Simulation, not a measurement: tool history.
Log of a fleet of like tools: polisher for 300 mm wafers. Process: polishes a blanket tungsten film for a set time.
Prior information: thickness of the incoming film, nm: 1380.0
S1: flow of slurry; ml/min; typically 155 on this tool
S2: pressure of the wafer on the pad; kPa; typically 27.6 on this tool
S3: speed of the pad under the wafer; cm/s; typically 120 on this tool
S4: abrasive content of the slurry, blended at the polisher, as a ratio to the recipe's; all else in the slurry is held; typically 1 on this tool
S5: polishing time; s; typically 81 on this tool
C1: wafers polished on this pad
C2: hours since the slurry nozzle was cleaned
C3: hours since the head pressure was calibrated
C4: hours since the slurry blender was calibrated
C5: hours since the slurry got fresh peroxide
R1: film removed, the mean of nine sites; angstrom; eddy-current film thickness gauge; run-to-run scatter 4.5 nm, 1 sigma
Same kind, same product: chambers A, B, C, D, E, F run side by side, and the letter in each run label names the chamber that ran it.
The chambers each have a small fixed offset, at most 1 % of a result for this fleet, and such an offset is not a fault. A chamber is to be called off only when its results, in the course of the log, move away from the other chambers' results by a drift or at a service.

-- hour=1.8 chamber D: slurry tank refilled with fresh slurry and peroxide
-- hour=4.2 chamber E: slurry nozzle cleaned
-- hour=5 chamber A: slurry tank refilled with fresh slurry and peroxide
run 1C hour=5.1 | S1=155 S2=27.6 S3=120 S4=1 S5=81 | C1=744 C2=492.4 C3=285.4 C4=14.2 C5=71.3 | R1=4059.9
-- hour=11.7 chamber D: slurry blender recalibrated
run 2A hour=13.2 | S1=155 S2=27.6 S3=120 S4=1 S5=81 | C1=807 C2=179.2 C3=246.7 C4=236.6 C5=8.3 | R1=4003.8
-- hour=20.4 chamber B: worn pad replaced by a new one
run 3D hour=21.1 | S1=155 S2=27.6 S3=120 S4=1 S5=81 | C1=175 C2=476.6 C3=92 C4=9.5 C5=19.4 | R1=4028.5
-- hour=22.4 chamber C: slurry nozzle cleaned
-- hour=27.4 chamber E: worn pad replaced by a new one
run 4F hour=28 | S1=155 S2=27.6 S3=120 S4=1 S5=81 | C1=794 C2=595.3 C3=533.7 C4=343.3 C5=78.8 | R1=4074.8
run 5E hour=36.7 | S1=155 S2=27.6 S3=120 S4=1 S5=81 | C1=47 C2=32.5 C3=377.9 C4=128.3 C5=40 | R1=4016.9
run 6B hour=46.6 | S1=155 S2=27.6 S3=120 S4=1 S5=81 | C1=134 C2=138.9 C3=498.5 C4=95.9 C5=62.2 | R1=4036.5
-- hour=48.2 chamber A: worn pad replaced by a new one
-- hour=49.8 chamber B: slurry tank refilled with fresh slurry and peroxide
run 7E hour=53.2 | S1=155 S2=27.6 S3=120 S4=1 S5=81 | C1=131 C2=49 C3=394.4 C4=144.8 C5=56.5 | R1=4065.6
-- hour=56.8 chamber D: slurry tank refilled with fresh slurry and peroxide
run 8F hour=59.8 | S1=155 S2=27.6 S3=120 S4=1 S5=81 | C1=957 C2=627.1 C3=565.5 C4=375.1 C5=110.6 | R1=4028.5
run 9B hour=68.7 | S1=155 S2=27.6 S3=120 S4=1 S5=81 | C1=246 C2=161 C3=520.6 C4=118 C5=18.9 | R1=4044.8
-- hour=69.2 chamber F: slurry tank refilled with fresh slurry and peroxide
-- hour=69.6 chamber F: slurry nozzle cleaned
-- hour=70.2 chamber C: slurry tank refilled with fresh slurry and peroxide
-- hour=71.1 chamber A: slurry nozzle cleaned
run 10C hour=78.8 | S1=155 S2=27.6 S3=120 S4=1 S5=81 | C1=1120 C2=56.4 C3=359.1 C4=87.9 C5=8.7 | R1=4049.6
run 11A hour=87.1 | S1=155 S2=27.6 S3=120 S4=1 S5=81 | C1=198 C2=16 C3=320.6 C4=310.5 C5=82.2 | R1=4048
-- hour=93.5 chamber E: slurry blender recalibrated
run 12D hour=93.6 | S1=155 S2=27.6 S3=120 S4=1 S5=81 | C1=545 C2=549.1 C3=164.5 C4=82 C5=36.9 | R1=4078.6
-- hour=94.5 chamber F: worn pad replaced by a new one
-- hour=98.5 chamber F: slurry blender recalibrated
run 13A hour=100.7 | S1=155 S2=27.6 S3=120 S4=1 S5=81 | C1=268 C2=29.6 C3=334.2 C4=324.1 C5=95.8 | R1=4097.5
-- hour=105.1 chamber A: head pressure recalibrated
run 14F hour=109.7 | S1=155 S2=27.6 S3=120 S4=1 S5=81 | C1=78 C2=40.2 C3=615.4 C4=11.3 C5=40.5 | R1=4080.1
-- hour=110.7 chamber A: slurry tank refilled with fresh slurry and peroxide
run 15D hour=114.5 | S1=155 S2=27.6 S3=120 S4=1 S5=81 | C1=652 C2=570 C3=185.4 C4=102.9 C5=57.8 | R1=3953.9
-- hour=114.8 chamber B: slurry tank refilled with fresh slurry and peroxide
run 16E hour=120 | S1=155 S2=31 S3=120 S4=1 S5=81 | C1=472 C2=115.8 C3=461.2 C4=26.6 C5=123.3 | R1=4537.3
run 17B hour=125.7 | S1=155 S2=31 S3=120 S4=1 S5=81 | C1=537 C2=218 C3=577.6 C4=175 C5=10.9 | R1=4575.3
-- hour=126.3 chamber D: slurry tank refilled with fresh slurry and peroxide
-- hour=129.9 chamber D: slurry nozzle cleaned
-- hour=133.7 chamber C: worn pad replaced by a new one
run 18C hour=135.2 | S1=155 S2=31 S3=120 S4=1 S5=81 | C1=7 C2=112.8 C3=415.5 C4=144.3 C5=65.1 | R1=4491.5
-- hour=135.5 chamber A: slurry blender recalibrated
run 19D hour=141.4 | S1=155 S2=31 S3=120 S4=1 S5=81 | C1=789 C2=11.5 C3=212.3 C4=129.8 C5=15.2 | R1=4448.4
run 20B hour=146.8 | S1=155 S2=31 S3=120 S4=1 S5=81 | C1=645 C2=239.1 C3=598.7 C4=196.1 C5=32 | R1=4533.3
run 21F hour=155.4 | S1=155 S2=31 S3=120 S4=1 S5=81 | C1=311 C2=85.9 C3=661.1 C4=57 C5=86.2 | R1=4511.9
run 22A hour=162.4 | S1=155 S2=27.6 S3=120 S4=1.3 S5=70 | C1=583 C2=91.3 C3=57.4 C4=26.9 C5=51.7 | R1=3761.7
-- hour=166.5 chamber E: slurry tank refilled with fresh slurry and peroxide
run 23C hour=168.2 | S1=155 S2=27.6 S3=120 S4=1.3 S5=70 | C1=176 C2=145.8 C3=448.5 C4=177.3 C5=98.1 | R1=3754.4
-- hour=170.2 chamber D: slurry blender recalibrated
-- hour=170.7 chamber B: slurry tank refilled with fresh slurry and peroxide
run 24E hour=176.8 | S1=155 S2=27.6 S3=120 S4=1.3 S5=70 | C1=762 C2=172.6 C3=518 C4=83.4 C5=10.4 | R1=3735.5
-- hour=181.7 chamber D: slurry tank refilled with fresh slurry and peroxide
run 25B hour=185.1 | S1=155 S2=27.6 S3=120 S4=1.3 S5=70 | C1=840 C2=277.4 C3=637 C4=234.4 C5=14.4 | R1=3739.5
run 26E hour=189.5 | S1=155 S2=27.6 S3=120 S4=1.3 S5=70 | C1=827 C2=185.3 C3=530.7 C4=96.1 C5=23.1 | R1=3616.5
-- hour=193.9 chamber C: head pressure recalibrated
run 27F hour=195.4 | S1=155 S2=27.6 S3=120 S4=1.3 S5=70 | C1=515 C2=125.9 C3=701.1 C4=97 C5=126.2 | R1=3709.6
-- hour=199.2 chamber B: worn pad replaced by a new one
run 28A hour=203.7 | S1=195 S2=27.6 S3=120 S4=1 S5=81 | C1=794 C2=132.6 C3=98.7 C4=68.2 C5=93 | R1=4203.6
-- hour=209.9 chamber B: slurry blender recalibrated
run 29D hour=212.4 | S1=195 S2=27.6 S3=120 S4=1 S5=81 | C1=1152 C2=82.5 C3=283.3 C4=42.3 C5=30.8 | R1=4106.3
-- hour=215.2 chamber A: slurry tank refilled with fresh slurry and peroxide
run 30C hour=219.8 | S1=195 S2=27.6 S3=120 S4=1 S5=81 | C1=439 C2=197.4 C3=25.9 C4=228.9 C5=149.7 | R1=4196.3
-- hour=224.6 chamber A: worn pad replaced by a new one
-- hour=224.8 chamber D: worn pad replaced by a new one
-- hour=225.3 chamber F: slurry tank refilled with fresh slurry and peroxide
run 31E hour=225.5 | S1=195 S2=27.6 S3=120 S4=1 S5=81 | C1=1011 C2=221.3 C3=566.7 C4=132.1 C5=59.1 | R1=4232.3
-- hour=228.1 chamber B: slurry tank refilled with fresh slurry and peroxide
-- hour=231 chamber C: slurry tank refilled with fresh slurry and peroxide
run 32B hour=233.2 | S1=195 S2=27.6 S3=120 S4=1 S5=81 | C1=174 C2=325.5 C3=685.1 C4=23.3 C5=5.1 | R1=4163.6
-- hour=238.1 chamber D: slurry tank refilled with fresh slurry and peroxide
run 33D hour=242.4 | S1=195 S2=27.6 S3=120 S4=1 S5=81 | C1=90 C2=112.5 C3=313.3 C4=72.3 C5=4.4 | R1=4224.3
-- hour=245.4 chamber C: slurry blender recalibrated
-- hour=247.8 chamber E: slurry blender recalibrated
run 34F hour=247.9 | S1=155 S2=27.6 S3=120 S4=1 S5=81 | C1=783 C2=178.4 C3=753.6 C4=149.5 C5=22.6 | R1=4084
run 35A hour=256.2 | S1=155 S2=27.6 S3=120 S4=1 S5=81 | C1=161 C2=185.1 C3=151.2 C4=120.7 C5=41 | R1=4042.1
-- hour=261.2 chamber E: worn pad replaced by a new one
run 36C hour=261.8 | S1=155 S2=27.6 S3=120 S4=1 S5=81 | C1=653 C2=239.4 C3=67.9 C4=16.5 C5=30.8 | R1=4055.5
run 37D hour=270.7 | S1=155 S2=27.6 S3=84 S4=1 S5=81 | C1=234 C2=140.8 C3=341.6 C4=100.6 C5=32.7 | R1=2892
run 38E hour=279.1 | S1=155 S2=27.6 S3=84 S4=1 S5=81 | C1=91 C2=274.9 C3=620.3 C4=31.3 C5=112.7 | R1=2875.5
run 39F hour=283.5 | S1=155 S2=27.6 S3=84 S4=1 S5=81 | C1=965 C2=214 C3=789.2 C4=185.1 C5=58.2 | R1=2793.3
-- hour=284.3 chamber B: slurry tank refilled with fresh slurry and peroxide
run 40A hour=293.5 | S1=155 S2=27.6 S3=84 S4=1 S5=81 | C1=351 C2=222.4 C3=188.5 C4=158 C5=78.3 | R1=2849.8
run 41C hour=302.1 | S1=155 S2=27.6 S3=84 S4=1 S5=81 | C1=859 C2=279.7 C3=108.2 C4=56.8 C5=71.1 | R1=2790.9
run 42B hour=310.9 | S1=155 S2=27.6 S3=84 S4=1 S5=81 | C1=570 C2=403.2 C3=762.8 C4=101 C5=26.7 | R1=2805
-- hour=314.2 chamber F: worn pad replaced by a new one
run 43F hour=317 | S1=155 S2=27.6 S3=120 S4=1 S5=81 | C1=14 C2=247.5 C3=822.7 C4=218.6 C5=91.7 | R1=4096
run 44C hour=321.4 | S1=155 S2=27.6 S3=120 S4=1 S5=81 | C1=958 C2=299 C3=127.5 C4=76.1 C5=90.4 | R1=3996

Is one chamber off against the others, does the gauge drift, or is nothing wrong? If a chamber is off, say which, and what the likeliest cause is.

Beyond each chamber's small constant offset nothing stands out, and the gauge stays steady.

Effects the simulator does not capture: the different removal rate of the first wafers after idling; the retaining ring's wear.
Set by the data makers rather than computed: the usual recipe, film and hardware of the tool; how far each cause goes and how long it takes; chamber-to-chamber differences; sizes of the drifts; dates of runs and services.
